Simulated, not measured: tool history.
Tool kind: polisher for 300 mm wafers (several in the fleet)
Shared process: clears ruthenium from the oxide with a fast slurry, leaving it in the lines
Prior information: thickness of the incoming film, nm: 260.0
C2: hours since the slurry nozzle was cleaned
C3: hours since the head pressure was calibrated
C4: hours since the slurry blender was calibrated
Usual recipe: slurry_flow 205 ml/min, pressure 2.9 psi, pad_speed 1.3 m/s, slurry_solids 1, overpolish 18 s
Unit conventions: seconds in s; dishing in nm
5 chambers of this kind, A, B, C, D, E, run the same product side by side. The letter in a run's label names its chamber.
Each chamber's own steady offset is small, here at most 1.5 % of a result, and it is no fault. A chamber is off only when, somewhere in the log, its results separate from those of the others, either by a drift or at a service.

{"run": "1D", "hour": 10.1, "slurry_flow": 205, "pressure": 2.9, "pad_speed": 1.3, "slurry_solids": 1, "overpolish": 18, "wafers polished on this pad": 711, "C2": 300.0, "C3": 1186.9, "C4": 109.4, "seconds": 45.102, "dishing": 70.24}
{"hour": 12.0, "done": "chamber D: worn pad replaced by a new one"}
{"run": "2E", "hour": 17.2, "slurry_flow": 205, "pressure": 2.9, "pad_speed": 1.3, "slurry_solids": 1, "overpolish": 18, "wafers polished on this pad": 452, "C2": 135.2, "C3": 176.3, "C4": 58.0, "seconds": 44.584, "dishing": 67.556}
{"run": "3B", "hour": 22.9, "slurry_flow": 205, "pressure": 2.9, "pad_speed": 1.3, "slurry_solids": 1, "overpolish": 18, "wafers polished on this pad": 460, "C2": 33.1, "C3": 419.9, "C4": 92.4, "seconds": 44.829, "dishing": 70.565}
{"run": "4C", "hour": 32.0, "slurry_flow": 205, "pressure": 2.9, "pad_speed": 1.3, "slurry_solids": 1, "overpolish": 18, "wafers polished on this pad": 1266, "C2": 297.6, "C3": 295.3, "C4": 185.6, "seconds": 44.716, "dishing": 70.603}
{"hour": 34.3, "done": "chamber B: worn pad replaced by a new one"}
{"hour": 37.9, "done": "chamber A: worn pad replaced by a new one"}
{"run": "5A", "hour": 37.9, "slurry_flow": 205, "pressure": 2.9, "pad_speed": 1.3, "slurry_solids": 1, "overpolish": 18, "wafers polished on this pad": 0, "C2": 225.6, "C3": 253.8, "C4": 241.7, "seconds": 45.419, "dishing": 68.653}
{"run": "6E", "hour": 48.8, "slurry_flow": 205, "pressure": 2.9, "pad_speed": 1.3, "slurry_solids": 1, "overpolish": 18, "wafers polished on this pad": 773, "C2": 166.8, "C3": 207.9, "C4": 89.6, "seconds": 43.424, "dishing": 71.725}
{"hour": 50.8, "done": "chamber C: worn pad replaced by a new one"}
{"run": "7B", "hour": 55.2, "slurry_flow": 205, "pressure": 2.9, "pad_speed": 1.3, "slurry_solids": 1, "overpolish": 18, "wafers polished on this pad": 213, "C2": 65.4, "C3": 452.2, "C4": 124.7, "seconds": 42.985, "dishing": 72.071}
{"run": "8C", "hour": 64.3, "slurry_flow": 205, "pressure": 2.9, "pad_speed": 1.3, "slurry_solids": 1, "overpolish": 18, "wafers polished on this pad": 137, "C2": 329.9, "C3": 327.6, "C4": 217.9, "seconds": 44.863, "dishing": 67.956}
{"hour": 66.7, "done": "chamber A: slurry blender recalibrated"}
{"run": "9A", "hour": 70.2, "slurry_flow": 205, "pressure": 2.9, "pad_speed": 1.3, "slurry_solids": 1, "overpolish": 18, "wafers polished on this pad": 328, "C2": 257.9, "C3": 286.1, "C4": 3.5, "seconds": 43.074, "dishing": 67.705}
{"run": "10D", "hour": 77.5, "slurry_flow": 205, "pressure": 2.9, "pad_speed": 1.3, "slurry_solids": 1, "overpolish": 18, "wafers polished on this pad": 666, "C2": 367.4, "C3": 1254.3, "C4": 176.8, "seconds": 45.501, "dishing": 68.196}
{"hour": 77.7, "done": "chamber D: worn pad replaced by a new one"}
{"run": "11A", "hour": 84.9, "slurry_flow": 205, "pressure": 2.9, "pad_speed": 1.3, "slurry_solids": 1, "overpolish": 18, "wafers polished on this pad": 477, "C2": 272.6, "C3": 300.8, "C4": 18.2, "seconds": 44.699, "dishing": 69.074}
{"hour": 86.5, "done": "chamber D: slurry blender recalibrated"}
{"hour": 87.3, "done": "chamber E: worn pad replaced by a new one"}
{"run": "12D", "hour": 91.7, "slurry_flow": 205, "pressure": 2.9, "pad_speed": 1.3, "slurry_solids": 1, "overpolish": 18, "wafers polished on this pad": 143, "C2": 381.6, "C3": 1268.5, "C4": 5.2, "seconds": 44.823, "dishing": 66.939}
{"run": "13B", "hour": 97.1, "slurry_flow": 205, "pressure": 2.9, "pad_speed": 1.3, "slurry_solids": 1, "overpolish": 18, "wafers polished on this pad": 639, "C2": 107.3, "C3": 494.1, "C4": 166.6, "seconds": 43.827, "dishing": 69.992}
{"hour": 98.3, "done": "chamber B: worn pad replaced by a new one"}
{"run": "14C", "hour": 107.3, "slurry_flow": 205, "pressure": 2.9, "pad_speed": 1.3, "slurry_solids": 1, "overpolish": 18, "wafers polished on this pad": 574, "C2": 372.9, "C3": 370.6, "C4": 260.9, "seconds": 45.166, "dishing": 67.17}
{"hour": 113.8, "done": "chamber B: head pressure recalibrated"}
{"run": "15E", "hour": 115.2, "slurry_flow": 205, "pressure": 2.9, "pad_speed": 1.3, "slurry_solids": 1, "overpolish": 10, "wafers polished on this pad": 283, "C2": 233.2, "C3": 274.3, "C4": 156.0, "seconds": 44.305, "dishing": 44.204}
{"run": "16D", "hour": 120.7, "slurry_flow": 205, "pressure": 2.9, "pad_speed": 1.3, "slurry_solids": 1, "overpolish": 10, "wafers polished on this pad": 438, "C2": 410.6, "C3": 1297.5, "C4": 34.2, "seconds": 44.66, "dishing": 43.908}
{"run": "17C", "hour": 129.5, "slurry_flow": 205, "pressure": 2.9, "pad_speed": 1.3, "slurry_solids": 1, "overpolish": 10, "wafers polished on this pad": 799, "C2": 395.1, "C3": 392.8, "C4": 283.1, "seconds": 44.532, "dishing": 43.392}
{"hour": 132.9, "done": "chamber E: slurry blender recalibrated"}
{"run": "18A", "hour": 136.0, "slurry_flow": 205, "pressure": 2.9, "pad_speed": 1.3, "slurry_solids": 1, "overpolish": 10, "wafers polished on this pad": 997, "C2": 323.7, "C3": 351.9, "C4": 69.3, "seconds": 43.891, "dishing": 44.283}
{"hour": 137.9, "done": "chamber A: worn pad replaced by a new one"}
{"hour": 143.6, "done": "chamber D: worn pad replaced by a new one"}
{"run": "19B", "hour": 143.8, "slurry_flow": 205, "pressure": 2.9, "pad_speed": 1.3, "slurry_solids": 1, "overpolish": 10, "wafers polished on this pad": 462, "C2": 154.0, "C3": 30.1, "C4": 213.3, "seconds": 46.37, "dishing": 43.878}
{"hour": 145.5, "done": "chamber C: head pressure recalibrated"}
{"hour": 151.2, "done": "chamber B: worn pad replaced by a new one"}
{"hour": 152.8, "done": "chamber D: head pressure recalibrated"}
{"run": "20E", "hour": 153.2, "slurry_flow": 205, "pressure": 2.9, "pad_speed": 1.3, "slurry_solids": 1, "overpolish": 18, "wafers polished on this pad": 669, "C2": 271.2, "C3": 312.3, "C4": 20.3, "seconds": 43.814, "dishing": 68.866}
{"run": "21C", "hour": 161.1, "slurry_flow": 205, "pressure": 2.9, "pad_speed": 1.3, "slurry_solids": 1, "overpolish": 18, "wafers polished on this pad": 1121, "C2": 426.7, "C3": 15.6, "C4": 314.7, "seconds": 45.193, "dishing": 70.259}
{"run": "22B", "hour": 167.8, "slurry_flow": 205, "pressure": 2.9, "pad_speed": 1.3, "slurry_solids": 1, "overpolish": 18, "wafers polished on this pad": 169, "C2": 178.0, "C3": 54.1, "C4": 237.3, "seconds": 45.539, "dishing": 66.637}
{"run": "23E", "hour": 176.5, "slurry_flow": 205, "pressure": 2.9, "pad_speed": 1.3, "slurry_solids": 1, "overpolish": 18, "wafers polished on this pad": 906, "C2": 294.5, "C3": 335.6, "C4": 43.6, "seconds": 43.2, "dishing": 71.416}
{"hour": 182.1, "done": "chamber C: worn pad replaced by a new one"}
{"run": "24A", "hour": 184.4, "slurry_flow": 165, "pressure": 3.5, "pad_speed": 1.3, "slurry_solids": 1, "overpolish": 18, "wafers polished on this pad": 473, "C2": 372.1, "C3": 400.3, "C4": 117.7, "seconds": 38.879, "dishing": 77.286}
{"hour": 187.4, "done": "chamber E: slurry nozzle cleaned"}
{"run": "25D", "hour": 195.2, "slurry_flow": 165, "pressure": 3.5, "pad_speed": 1.3, "slurry_solids": 1, "overpolish": 18, "wafers polished on this pad": 524, "C2": 485.1, "C3": 42.5, "C4": 108.7, "seconds": 38.387, "dishing": 78.458}
{"hour": 200.2, "done": "chamber E: worn pad replaced by a new one"}
{"run": "26B", "hour": 202.6, "slurry_flow": 165, "pressure": 3.5, "pad_speed": 1.3, "slurry_solids": 1, "overpolish": 18, "wafers polished on this pad": 522, "C2": 212.8, "C3": 88.9, "C4": 272.1, "seconds": 39.718, "dishing": 73.133}
{"run": "27E", "hour": 208.5, "slurry_flow": 165, "pressure": 3.5, "pad_speed": 1.3, "slurry_solids": 1, "overpolish": 18, "wafers polished on this pad": 85, "C2": 21.2, "C3": 367.6, "C4": 75.6, "seconds": 37.672, "dishing": 75.845}
{"hour": 213.3, "done": "chamber D: worn pad replaced by a new one"}
{"hour": 214.6, "done": "chamber B: worn pad replaced by a new one"}
{"run": "28D", "hour": 215.2, "slurry_flow": 165, "pressure": 3.5, "pad_speed": 1.3, "slurry_solids": 1, "overpolish": 18, "wafers polished on this pad": 20, "C2": 505.1, "C3": 62.5, "C4": 128.7, "seconds": 37.053, "dishing": 79.036}
{"run": "29A", "hour": 220.7, "slurry_flow": 205, "pressure": 2.9, "pad_speed": 1.3, "slurry_solids": 1, "overpolish": 18, "wafers polished on this pad": 842, "C2": 408.4, "C3": 436.6, "C4": 154.0, "seconds": 43.27, "dishing": 71.152}
{"hour": 221.3, "done": "chamber A: worn pad replaced by a new one"}
{"hour": 222.4, "done": "chamber C: slurry blender recalibrated"}
{"run": "30C", "hour": 228.0, "slurry_flow": 205, "pressure": 2.9, "pad_speed": 1.3, "slurry_solids": 1, "overpolish": 28, "wafers polished on this pad": 467, "C2": 493.6, "C3": 82.5, "C4": 5.6, "seconds": 45.842, "dishing": 92.03}
{"run": "31D", "hour": 234.9, "slurry_flow": 205, "pressure": 2.9, "pad_speed": 1.3, "slurry_solids": 1, "overpolish": 28, "wafers polished on this pad": 220, "C2": 524.8, "C3": 82.2, "C4": 148.4, "seconds": 44.278, "dishing": 91.81}
{"run": "32B", "hour": 242.3, "slurry_flow": 205, "pressure": 2.9, "pad_speed": 1.3, "slurry_solids": 1, "overpolish": 28, "wafers polished on this pad": 281, "C2": 252.5, "C3": 128.6, "C4": 311.8, "seconds": 50.541, "dishing": 86.003}
{"run": "33E", "hour": 251.7, "slurry_flow": 205, "pressure": 2.9, "pad_speed": 1.3, "slurry_solids": 1, "overpolish": 28, "wafers polished on this pad": 524, "C2": 64.4, "C3": 410.8, "C4": 118.8, "seconds": 43.759, "dishing": 89.784}
{"run": "34A", "hour": 262.3, "slurry_flow": 205, "pressure": 2.9, "pad_speed": 1.3, "slurry_solids": 1, "overpolish": 28, "wafers polished on this pad": 416, "C2": 450.0, "C3": 478.2, "C4": 195.6, "seconds": 45.311, "dishing": 91.812}
{"run": "35C", "hour": 268.7, "slurry_flow": 205, "pressure": 2.9, "pad_speed": 1.3, "slurry_solids": 1, "overpolish": 18, "wafers polished on this pad": 881, "C2": 534.3, "C3": 123.2, "C4": 46.3, "seconds": 44.707, "dishing": 68.696}
{"hour": 269.6, "done": "chamber B: worn pad replaced by a new one"}
{"run": "36A", "hour": 279.2, "slurry_flow": 205, "pressure": 2.9, "pad_speed": 1.3, "slurry_solids": 1, "overpolish": 18, "wafers polished on this pad": 588, "C2": 466.9, "C3": 495.1, "C4": 212.5, "seconds": 43.667, "dishing": 69.17}
{"run": "37E", "hour": 286.2, "slurry_flow": 205, "pressure": 2.9, "pad_speed": 1.3, "slurry_solids": 1, "overpolish": 18, "wafers polished on this pad": 874, "C2": 98.9, "C3": 445.3, "C4": 153.3, "seconds": 44.633, "dishing": 68.416}
{"run": "38B", "hour": 296.8, "slurry_flow": 205, "pressure": 2.9, "pad_speed": 1.3, "slurry_solids": 1, "overpolish": 18, "wafers polished on this pad": 276, "C2": 307.0, "C3": 183.1, "C4": 366.3, "seconds": 53.05, "dishing": 59.652}
{"hour": 297.0, "done": "chamber C: worn pad replaced by a new one"}
{"run": "39C", "hour": 307.5, "slurry_flow": 205, "pressure": 2.9, "pad_speed": 1.3, "slurry_solids": 1, "overpolish": 18, "wafers polished on this pad": 107, "C2": 573.1, "C3": 162.0, "C4": 85.1, "seconds": 45.276, "dishing": 68.244}

Each of the 5 chambers runs these same settings next. Fill in every chamber's results:
{"run": "40A", "hour": 315.3, "slurry_flow": 205, "pressure": 3.9, "pad_speed": 1.3, "slurry_solids": 1, "overpolish": 18, "seconds": "?", "dishing": "?"}
{"run": "40B", "hour": 315.3, "slurry_flow": 205, "pressure": 3.9, "pad_speed": 1.3, "slurry_solids": 1, "overpolish": 18, "seconds": "?", "dishing": "?"}
{"run": "40C", "hour": 315.3, "slurry_flow": 205, "pressure": 3.9, "pad_speed": 1.3, "slurry_solids": 1, "overpolish": 18, "seconds": "?", "dishing": "?"}
{"run": "40D", "hour": 315.3, "slurry_flow": 205, "pressure": 3.9, "pad_speed": 1.3, "slurry_solids": 1, "overpolish": 18, "seconds": "?", "dishing": "?"}
{"run": "40E", "hour": 315.3, "slurry_flow": 205, "pressure": 3.9, "pad_speed": 1.3, "slurry_solids": 1, "overpolish": 18, "seconds": "?", "dishing": "?"}

run=40A seconds=33.562 dishing=82.961
run=40B seconds=41.278 dishing=73.278
run=40C seconds=32.805 dishing=86.208
run=40D seconds=33.359 dishing=83.089
run=40E seconds=33.266 dishing=82.195
